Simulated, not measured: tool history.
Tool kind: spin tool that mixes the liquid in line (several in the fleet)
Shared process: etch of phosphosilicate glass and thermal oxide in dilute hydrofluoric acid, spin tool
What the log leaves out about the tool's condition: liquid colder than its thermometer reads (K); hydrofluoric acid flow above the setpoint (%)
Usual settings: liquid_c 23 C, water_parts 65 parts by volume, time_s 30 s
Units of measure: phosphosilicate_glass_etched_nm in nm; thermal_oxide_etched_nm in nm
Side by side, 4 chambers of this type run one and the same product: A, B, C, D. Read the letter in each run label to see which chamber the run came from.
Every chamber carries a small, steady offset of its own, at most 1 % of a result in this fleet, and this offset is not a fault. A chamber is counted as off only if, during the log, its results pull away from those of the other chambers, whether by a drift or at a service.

| run | hour | liquid_c | water_parts | time_s | hours since the thermometer was replaced | hours since the hydrofluoric acid flow meter was replaced | read-back film thickness of the phosphosilicate glass reference wafer, read on the same gauge (nm) | read-back film thickness of the thermal oxide reference wafer, read on the same gauge (nm) | phosphosilicate_glass_etched_nm | thermal_oxide_etched_nm |
|---|---|---|---|---|---|---|---|---|---|---|
| 1B | 10.7 | 23 | 65 | 30 | 151.3 | 211.1 | 109.98 | 70.008 | 59.498 | 2.1720 |
| 2D | 20.0 | 23 | 65 | 30 | 362.1 | 1653.9 | 109.98 | 69.996 | 59.638 | 2.2098 |
| 3C | 29.9 | 23 | 65 | 30 | 158.4 | 2089.8 | 109.98 | 69.986 | 59.724 | 2.1989 |
| 4A | 44.8 | 23 | 65 | 30 | 2293.7 | 1365.0 | 109.99 | 70.000 | 60.033 | 2.2125 |
| 5A | 54.7 | 23 | 65 | 30 | 2303.6 | 1374.9 | 109.99 | 70.000 | 60.237 | 2.1600 |
| 6D | 64.6 | 23 | 65 | 30 | 406.7 | 1698.5 | 109.97 | 70.003 | 59.983 | 2.2082 |
| 7C | 77.0 | 23 | 65 | 30 | 205.5 | 2136.9 | 109.98 | 69.976 | 59.663 | 2.2296 |
| 8B | 84.5 | 23 | 65 | 30 | 225.1 | 284.9 | 109.99 | 70.001 | 60.137 | 2.2274 |
| 9D | 99.4 | 23 | 65 | 30 | 441.5 | 1733.3 | 110.03 | 69.998 | 59.697 | 2.2251 |
| 10B | 108.8 | 23 | 65 | 30 | 249.4 | 309.2 | 110.02 | 70.013 | 59.683 | 2.1402 |
| 11A | 118.6 | 23 | 65 | 30 | 2367.5 | 1438.8 | 110.00 | 69.986 | 59.722 | 2.1285 |
| 12C | 132.2 | 23 | 65 | 30 | 260.7 | 2192.1 | 109.99 | 70.003 | 59.536 | 2.1837 |
| 13B | 141.7 | 23 | 65 | 30 | 282.3 | 342.1 | 110.00 | 70.035 | 59.486 | 2.2526 |
| 14A | 153.1 | 23 | 65 | 30 | 2402.0 | 1473.3 | 110.02 | 69.987 | 59.514 | 2.1857 |
|  | 154.6 | chamber C: hydrofluoric acid flow meter replaced |
| 15C | 160.6 | 23 | 65 | 30 | 289.1 | 6.0 | 110.00 | 69.982 | 59.894 | 2.1386 |
| 16D | 175.5 | 23 | 65 | 30 | 517.6 | 1809.4 | 110.01 | 69.989 | 59.829 | 2.2119 |
| 17D | 190.7 | 23 | 65 | 30 | 532.8 | 1824.6 | 110.01 | 69.996 | 59.800 | 2.1897 |
|  | 205.5 | chamber A: hydrofluoric acid flow meter replaced |
| 18A | 205.5 | 23 | 65 | 30 | 2454.4 | 0.0 | 109.99 | 70.026 | 59.889 | 2.1888 |
| 19C | 214.9 | 23 | 65 | 30 | 343.4 | 60.3 | 110.00 | 69.997 | 59.166 | 2.1142 |
| 20B | 224.2 | 23 | 65 | 30 | 364.8 | 424.6 | 110.01 | 69.985 | 59.591 | 2.2546 |
| 21C | 236.5 | 23 | 65 | 30 | 365.0 | 81.9 | 110.01 | 69.996 | 59.930 | 2.2194 |
| 22B | 245.3 | 23 | 65 | 30 | 385.9 | 445.7 | 109.99 | 69.997 | 59.582 | 2.1743 |
| 23D | 255.2 | 23 | 65 | 30 | 597.3 | 1889.1 | 110.00 | 70.030 | 59.450 | 2.2357 |
|  | 267.3 | chamber D: thermometer replaced |
| 24A | 269.1 | 23 | 65 | 30 | 2518.0 | 63.6 | 110.02 | 69.997 | 59.889 | 2.2741 |
| 25A | 280.6 | 23 | 65 | 30 | 2529.5 | 75.1 | 109.99 | 69.996 | 59.170 | 2.1757 |
| 26B | 294.7 | 23 | 65 | 20 | 435.3 | 495.1 | 109.99 | 70.020 | 39.793 | 1.4617 |
| 27C | 302.2 | 23 | 65 | 20 | 430.7 | 147.6 | 109.99 | 69.961 | 39.839 | 1.4620 |
| 28D | 309.0 | 23 | 65 | 20 | 41.7 | 1942.9 | 109.98 | 70.015 | 39.911 | 1.4542 |
| 29D | 323.5 | 23 | 65 | 20 | 56.2 | 1957.4 | 110.01 | 70.000 | 39.636 | 1.4586 |
| 30B | 338.1 | 23 | 75 | 50 | 478.7 | 538.5 | 109.99 | 70.032 | 85.349 | 3.0697 |
| 31C | 345.0 | 23 | 75 | 50 | 473.5 | 190.4 | 109.97 | 69.993 | 85.083 | 3.1000 |
| 32A | 358.7 | 23 | 75 | 50 | 2607.6 | 153.2 | 110.00 | 70.002 | 85.218 | 3.1344 |
| 33A | 373.8 | 23 | 75 | 50 | 2622.7 | 168.3 | 109.99 | 70.012 | 85.243 | 3.1717 |

Is one chamber out of step, is the gauge drifting, or do the chambers differ by no more than their own small offsets? For an off chamber, give its letter and the likeliest cause.

The fleet is healthy, with each chamber sitting at its usual small offset and no drift in the gauge.

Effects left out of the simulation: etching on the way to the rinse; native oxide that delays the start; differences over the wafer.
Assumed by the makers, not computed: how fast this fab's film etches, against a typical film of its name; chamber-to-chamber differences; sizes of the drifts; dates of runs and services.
